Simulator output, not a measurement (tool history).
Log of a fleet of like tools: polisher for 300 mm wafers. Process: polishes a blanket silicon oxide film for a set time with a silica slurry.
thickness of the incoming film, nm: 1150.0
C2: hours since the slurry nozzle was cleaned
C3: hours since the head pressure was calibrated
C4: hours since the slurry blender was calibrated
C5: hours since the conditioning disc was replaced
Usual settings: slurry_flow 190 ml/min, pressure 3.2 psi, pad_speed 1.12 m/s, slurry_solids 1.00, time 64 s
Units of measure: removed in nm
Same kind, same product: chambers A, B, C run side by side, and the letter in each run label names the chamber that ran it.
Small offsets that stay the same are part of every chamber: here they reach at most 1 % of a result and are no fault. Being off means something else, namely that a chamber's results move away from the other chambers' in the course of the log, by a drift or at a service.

{"run": "1B", "hour": 7.1, "slurry_flow": 190, "pressure": 3.2, "pad_speed": 1.12, "slurry_solids": 1.0, "time": 64, "wafers polished on this pad": 463, "C2": 308.5, "C3": 404.1, "C4": 412.8, "C5": 42.4, "removed": 150.01}
{"run": "2A", "hour": 15.0, "slurry_flow": 190, "pressure": 3.2, "pad_speed": 1.12, "slurry_solids": 1.0, "time": 64, "wafers polished on this pad": 884, "C2": 214.2, "C3": 975.0, "C4": 138.8, "C5": 81.7, "removed": 151.43}
{"run": "3C", "hour": 22.4, "slurry_flow": 190, "pressure": 3.2, "pad_speed": 1.12, "slurry_solids": 1.0, "time": 64, "wafers polished on this pad": 1041, "C2": 214.9, "C3": 66.8, "C4": 316.5, "C5": 97.9, "removed": 152.56}
{"hour": 30.6, "done": "chamber C: slurry blender recalibrated"}
{"run": "4A", "hour": 32.5, "slurry_flow": 190, "pressure": 3.2, "pad_speed": 1.12, "slurry_solids": 1.0, "time": 64, "wafers polished on this pad": 978, "C2": 231.7, "C3": 992.5, "C4": 156.3, "C5": 99.2, "removed": 154.09}
{"hour": 33.0, "done": "chamber B: worn pad replaced by a new one"}
{"hour": 33.8, "done": "chamber A: head pressure recalibrated"}
{"hour": 35.9, "done": "chamber C: worn pad replaced by a new one"}
{"hour": 39.4, "done": "chamber B: slurry blender recalibrated"}
{"run": "5C", "hour": 39.8, "slurry_flow": 190, "pressure": 3.2, "pad_speed": 0.98, "slurry_solids": 1.0, "time": 64, "wafers polished on this pad": 21, "C2": 232.3, "C3": 84.2, "C4": 9.2, "C5": 115.3, "removed": 136.33}
{"run": "6B", "hour": 51.1, "slurry_flow": 190, "pressure": 3.2, "pad_speed": 0.98, "slurry_solids": 1.0, "time": 64, "wafers polished on this pad": 98, "C2": 352.5, "C3": 448.1, "C4": 11.8, "C5": 86.4, "removed": 136.59}
{"run": "7A", "hour": 62.1, "slurry_flow": 190, "pressure": 3.2, "pad_speed": 0.98, "slurry_solids": 1.0, "time": 64, "wafers polished on this pad": 1138, "C2": 261.3, "C3": 28.4, "C4": 185.9, "C5": 128.8, "removed": 134.64}
{"hour": 64.6, "done": "chamber A: worn pad replaced by a new one"}
{"run": "8C", "hour": 70.5, "slurry_flow": 145, "pressure": 3.2, "pad_speed": 1.12, "slurry_solids": 1.0, "time": 84, "wafers polished on this pad": 186, "C2": 263.0, "C3": 114.9, "C4": 39.9, "C5": 146.0, "removed": 194.27}
{"hour": 77.2, "done": "chamber B: conditioning disc replaced and pad reconditioned"}
{"run": "9B", "hour": 83.4, "slurry_flow": 145, "pressure": 3.2, "pad_speed": 1.12, "slurry_solids": 1.0, "time": 84, "wafers polished on this pad": 272, "C2": 384.8, "C3": 480.4, "C4": 44.1, "C5": 6.3, "removed": 191.39}
{"run": "10B", "hour": 89.8, "slurry_flow": 145, "pressure": 3.2, "pad_speed": 1.12, "slurry_solids": 1.0, "time": 84, "wafers polished on this pad": 306, "C2": 391.2, "C3": 486.8, "C4": 50.5, "C5": 12.7, "removed": 189.69}
{"run": "11C", "hour": 97.3, "slurry_flow": 190, "pressure": 3.2, "pad_speed": 0.78, "slurry_solids": 0.8, "time": 64, "wafers polished on this pad": 331, "C2": 289.8, "C3": 141.7, "C4": 66.7, "C5": 172.8, "removed": 100.44}
{"run": "12A", "hour": 107.3, "slurry_flow": 190, "pressure": 3.2, "pad_speed": 0.78, "slurry_solids": 0.8, "time": 64, "wafers polished on this pad": 230, "C2": 306.5, "C3": 73.6, "C4": 231.1, "C5": 174.0, "removed": 103.7}
{"hour": 115.6, "done": "chamber B: slurry nozzle cleaned"}
{"run": "13A", "hour": 118.8, "slurry_flow": 190, "pressure": 3.2, "pad_speed": 0.78, "slurry_solids": 0.8, "time": 64, "wafers polished on this pad": 292, "C2": 318.0, "C3": 85.1, "C4": 242.6, "C5": 185.5, "removed": 103.58}
{"run": "14C", "hour": 130.9, "slurry_flow": 190, "pressure": 3.2, "pad_speed": 1.4, "slurry_solids": 1.25, "time": 64, "wafers polished on this pad": 512, "C2": 323.4, "C3": 175.3, "C4": 100.3, "C5": 206.4, "removed": 201.28}
{"run": "15B", "hour": 137.3, "slurry_flow": 190, "pressure": 3.2, "pad_speed": 1.4, "slurry_solids": 1.25, "time": 64, "wafers polished on this pad": 563, "C2": 21.8, "C3": 534.3, "C4": 98.0, "C5": 60.2, "removed": 195.92}
{"hour": 143.7, "done": "chamber B: worn pad replaced by a new one"}
{"hour": 145.1, "done": "chamber A: conditioning disc replaced and pad reconditioned"}
{"run": "16C", "hour": 150.0, "slurry_flow": 190, "pressure": 3.2, "pad_speed": 1.4, "slurry_solids": 1.25, "time": 64, "wafers polished on this pad": 615, "C2": 342.5, "C3": 194.4, "C4": 119.4, "C5": 225.5, "removed": 203.81}
{"hour": 153.9, "done": "chamber C: slurry nozzle cleaned"}
{"run": "17A", "hour": 155.6, "slurry_flow": 190, "pressure": 3.2, "pad_speed": 1.12, "slurry_solids": 1.0, "time": 64, "wafers polished on this pad": 491, "C2": 354.8, "C3": 121.9, "C4": 279.4, "C5": 10.6, "removed": 155.05}
{"run": "18B", "hour": 162.9, "slurry_flow": 190, "pressure": 3.2, "pad_speed": 1.12, "slurry_solids": 1.0, "time": 64, "wafers polished on this pad": 103, "C2": 47.4, "C3": 559.9, "C4": 123.6, "C5": 85.8, "removed": 152.84}
{"run": "19C", "hour": 173.1, "slurry_flow": 190, "pressure": 3.2, "pad_speed": 1.12, "slurry_solids": 1.0, "time": 64, "wafers polished on this pad": 740, "C2": 19.3, "C3": 217.5, "C4": 142.5, "C5": 248.6, "removed": 153.22}
{"run": "20A", "hour": 179.2, "slurry_flow": 190, "pressure": 3.2, "pad_speed": 1.12, "slurry_solids": 1.0, "time": 64, "wafers polished on this pad": 618, "C2": 378.4, "C3": 145.5, "C4": 303.0, "C5": 34.2, "removed": 151.62}
{"run": "21B", "hour": 186.0, "slurry_flow": 190, "pressure": 3.2, "pad_speed": 1.12, "slurry_solids": 1.0, "time": 64, "wafers polished on this pad": 228, "C2": 70.5, "C3": 583.0, "C4": 146.7, "C5": 108.9, "removed": 152.2}
{"run": "22A", "hour": 193.1, "slurry_flow": 190, "pressure": 3.2, "pad_speed": 1.12, "slurry_solids": 1.0, "time": 64, "wafers polished on this pad": 693, "C2": 392.3, "C3": 159.4, "C4": 316.9, "C5": 48.1, "removed": 151.18}
{"run": "23C", "hour": 202.0, "slurry_flow": 190, "pressure": 2.7, "pad_speed": 1.12, "slurry_solids": 0.8, "time": 64, "wafers polished on this pad": 896, "C2": 48.2, "C3": 246.4, "C4": 171.4, "C5": 277.5, "removed": 118.51}
{"hour": 205.2, "done": "chamber B: conditioning disc replaced and pad reconditioned"}
{"run": "24B", "hour": 207.9, "slurry_flow": 190, "pressure": 2.7, "pad_speed": 1.12, "slurry_solids": 0.8, "time": 64, "wafers polished on this pad": 346, "C2": 92.4, "C3": 604.9, "C4": 168.6, "C5": 2.7, "removed": 114.63}
{"run": "25B", "hour": 218.0, "slurry_flow": 190, "pressure": 2.7, "pad_speed": 1.12, "slurry_solids": 0.8, "time": 64, "wafers polished on this pad": 400, "C2": 102.5, "C3": 615.0, "C4": 178.7, "C5": 12.8, "removed": 116.0}
{"run": "26A", "hour": 224.0, "slurry_flow": 190, "pressure": 3.2, "pad_speed": 1.12, "slurry_solids": 1.0, "time": 64, "wafers polished on this pad": 860, "C2": 423.2, "C3": 190.3, "C4": 347.8, "C5": 79.0, "removed": 152.31}
{"run": "27C", "hour": 231.1, "slurry_flow": 190, "pressure": 3.2, "pad_speed": 1.12, "slurry_solids": 1.0, "time": 64, "wafers polished on this pad": 1053, "C2": 77.3, "C3": 275.5, "C4": 200.5, "C5": 306.6, "removed": 149.21}
{"hour": 234.6, "done": "chamber A: slurry blender recalibrated"}
{"run": "28B", "hour": 240.7, "slurry_flow": 190, "pressure": 3.2, "pad_speed": 1.12, "slurry_solids": 1.0, "time": 64, "wafers polished on this pad": 523, "C2": 125.2, "C3": 637.7, "C4": 201.4, "C5": 35.5, "removed": 151.24}
{"run": "29A", "hour": 251.2, "slurry_flow": 190, "pressure": 3.2, "pad_speed": 1.12, "slurry_solids": 1.0, "time": 64, "wafers polished on this pad": 1006, "C2": 450.4, "C3": 217.5, "C4": 16.6, "C5": 106.2, "removed": 152.46}
{"hour": 252.6, "done": "chamber C: conditioning disc replaced and pad reconditioned"}
{"hour": 256.4, "done": "chamber C: worn pad replaced by a new one"}
{"run": "30C", "hour": 259.4, "slurry_flow": 190, "pressure": 3.2, "pad_speed": 1.12, "slurry_solids": 1.0, "time": 64, "wafers polished on this pad": 16, "C2": 105.6, "C3": 303.8, "C4": 228.8, "C5": 6.8, "removed": 151.26}
{"run": "31C", "hour": 266.5, "slurry_flow": 190, "pressure": 3.2, "pad_speed": 1.12, "slurry_solids": 1.0, "time": 64, "wafers polished on this pad": 54, "C2": 112.7, "C3": 310.9, "C4": 235.9, "C5": 13.9, "removed": 152.96}

Next, all 3 chambers run the settings below, one line each with question marks for the results. What does each chamber give?
{"run": "32A", "hour": 275.7, "slurry_flow": 190, "pressure": 3.2, "pad_speed": 1.12, "slurry_solids": 1.0, "time": 64, "removed": "?"}
{"run": "32B", "hour": 275.7, "slurry_flow": 190, "pressure": 3.2, "pad_speed": 1.12, "slurry_solids": 1.0, "time": 64, "removed": "?"}
{"run": "32C", "hour": 275.7, "slurry_flow": 190, "pressure": 3.2, "pad_speed": 1.12, "slurry_solids": 1.0, "time": 64, "removed": "?"}

run=32A removed=153.54
run=32B removed=149.54
run=32C removed=153.44
